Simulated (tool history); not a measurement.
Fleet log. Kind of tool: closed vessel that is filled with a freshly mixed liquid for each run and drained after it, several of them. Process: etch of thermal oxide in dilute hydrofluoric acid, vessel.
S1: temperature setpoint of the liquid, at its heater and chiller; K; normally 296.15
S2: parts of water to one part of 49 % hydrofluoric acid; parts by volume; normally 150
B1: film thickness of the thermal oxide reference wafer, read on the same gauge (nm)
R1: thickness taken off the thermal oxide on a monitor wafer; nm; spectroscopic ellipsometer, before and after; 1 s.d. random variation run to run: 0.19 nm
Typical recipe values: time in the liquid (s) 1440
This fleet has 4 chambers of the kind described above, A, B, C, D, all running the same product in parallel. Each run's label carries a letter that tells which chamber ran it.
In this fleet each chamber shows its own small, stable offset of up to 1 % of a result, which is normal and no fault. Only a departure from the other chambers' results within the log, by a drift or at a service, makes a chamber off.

At hour 1.7: chamber A: hydrofluoric acid flow meter replaced.
Run 1D, hour 3.2: usual settings; B1 30.019. Result: R1 39.231 nm.
Run 2B, hour 5: usual settings; B1 30.005. Result: R1 39.441 nm.
Run 3A, hour 8.1: usual settings; B1 30.011. Result: R1 38.94 nm.
Run 4C, hour 10.6: usual settings; B1 30.01. Result: R1 39.72 nm.
Run 5A, hour 12.6: usual settings; B1 29.95. Result: R1 39.011 nm.
Run 6C, hour 16.2: usual settings but S2 205 parts by volume; B1 30.014. Result: R1 27.1 nm.
Run 7B, hour 18.3: usual settings but S2 205 parts by volume; B1 29.936. Result: R1 27.236 nm.
Run 8D, hour 20.9: usual settings but S2 205 parts by volume; B1 29.976. Result: R1 27.2 nm.
Run 9B, hour 23.4: usual settings but S2 205 parts by volume; B1 29.994. Result: R1 27.163 nm.
Run 10C, hour 26: usual settings; B1 30.008. Result: R1 39.496 nm.
Run 11D, hour 30.1: usual settings; B1 30.015. Result: R1 39.622 nm.
Run 12A, hour 32.9: usual settings; B1 29.957. Result: R1 39.113 nm.
Run 13B, hour 36.3: usual settings; B1 29.961. Result: R1 39.577 nm.
Run 14A, hour 38.2: usual settings; B1 29.979. Result: R1 39.369 nm.
Run 15D, hour 40.2: usual settings; B1 29.997. Result: R1 39.673 nm.
Run 16C, hour 42.8: usual settings; B1 29.965. Result: R1 39.526 nm.
Run 17D, hour 45.1: usual settings but S1 299.65 K, time in the liquid (s) 2280; B1 29.973. Result: R1 72.122 nm.
Run 18A, hour 48.4: usual settings but S1 299.65 K, time in the liquid (s) 2280; B1 29.962. Result: R1 70.091 nm.
Run 19B, hour 51.2: usual settings but S1 299.65 K, time in the liquid (s) 2280; B1 29.983. Result: R1 71.354 nm.
Run 20C, hour 53.2: usual settings but S1 299.65 K, time in the liquid (s) 2280; B1 29.981. Result: R1 70.648 nm.
Run 21A, hour 56.2: usual settings; B1 30.011. Result: R1 39.162 nm.
Run 22C, hour 58.8: usual settings but S2 100 parts by volume, time in the liquid (s) 2230; B1 30.016. Result: R1 97.85 nm.
Run 23D, hour 61.3: usual settings but S2 100 parts by volume, time in the liquid (s) 2230; B1 29.983. Result: R1 98.627 nm.
Run 24B, hour 65.1: usual settings but S2 100 parts by volume, time in the liquid (s) 2230; B1 29.974. Result: R1 97.976 nm.
Run 25A, hour 68.7: usual settings but S2 100 parts by volume, time in the liquid (s) 2230; B1 29.973. Result: R1 97.249 nm.
Run 26B, hour 70.7: usual settings but S2 180 parts by volume, time in the liquid (s) 975; B1 30.001. Result: R1 21.476 nm.
Run 27D, hour 73.5: usual settings but S2 180 parts by volume, time in the liquid (s) 975; B1 29.989. Result: R1 22.153 nm.
Run 28C, hour 77.7: usual settings but S2 180 parts by volume, time in the liquid (s) 975; B1 29.972. Result: R1 21.541 nm.
Run 29B, hour 81.1: usual settings but S2 180 parts by volume, time in the liquid (s) 975; B1 29.999. Result: R1 21.546 nm.
At hour 83.2: chamber B: thermometer replaced.
Run 30A, hour 84.5: usual settings; B1 29.957. Result: R1 39.554 nm.
Run 31D, hour 88.7: usual settings; B1 29.997. Result: R1 40.813 nm.
Run 32C, hour 91.4: usual settings; B1 29.982. Result: R1 39.434 nm.
Run 33D, hour 95.4: usual settings; B1 29.971. Result: R1 40.823 nm.
Run 34B, hour 97.6: usual settings; B1 29.959. Result: R1 39.614 nm.
Run 35C, hour 101.7: usual settings; B1 30.002. Result: R1 39.758 nm.
Run 36A, hour 104.9: usual settings; B1 29.995. Result: R1 39.385 nm.
Run 37D, hour 107.6: usual settings; B1 30.016. Result: R1 40.97 nm.
Run 38A, hour 111.5: usual settings but S1 291.65 K, S2 85 parts by volume; B1 30.016. Result: R1 62.407 nm.
Run 39C, hour 113.6: usual settings but S1 291.65 K, S2 85 parts by volume; B1 30. Result: R1 62.775 nm.
Run 40B, hour 117.6: usual settings but S1 291.65 K, S2 85 parts by volume; B1 29.985. Result: R1 63.167 nm.
Run 41D, hour 121.5: usual settings but S1 291.65 K, S2 85 parts by volume; B1 29.954. Result: R1 64.714 nm.
Run 42C, hour 124.2: usual settings; B1 29.979. Result: R1 39.465 nm.
Run 43A, hour 126.2: usual settings; B1 30.009. Result: R1 39.422 nm.

Next, all 4 chambers run the settings below, one line each with question marks for the results. What does each chamber give?
Run 44A, hour 129.2: usual settings. Result: R1 ?.
Run 44B, hour 129.2: usual settings. Result: R1 ?.
Run 44C, hour 129.2: usual settings. Result: R1 ?.
Run 44D, hour 129.2: usual settings. Result: R1 ?.

run      R1
44A  38.847
44B  39.404
44C  39.455
44D  41.808

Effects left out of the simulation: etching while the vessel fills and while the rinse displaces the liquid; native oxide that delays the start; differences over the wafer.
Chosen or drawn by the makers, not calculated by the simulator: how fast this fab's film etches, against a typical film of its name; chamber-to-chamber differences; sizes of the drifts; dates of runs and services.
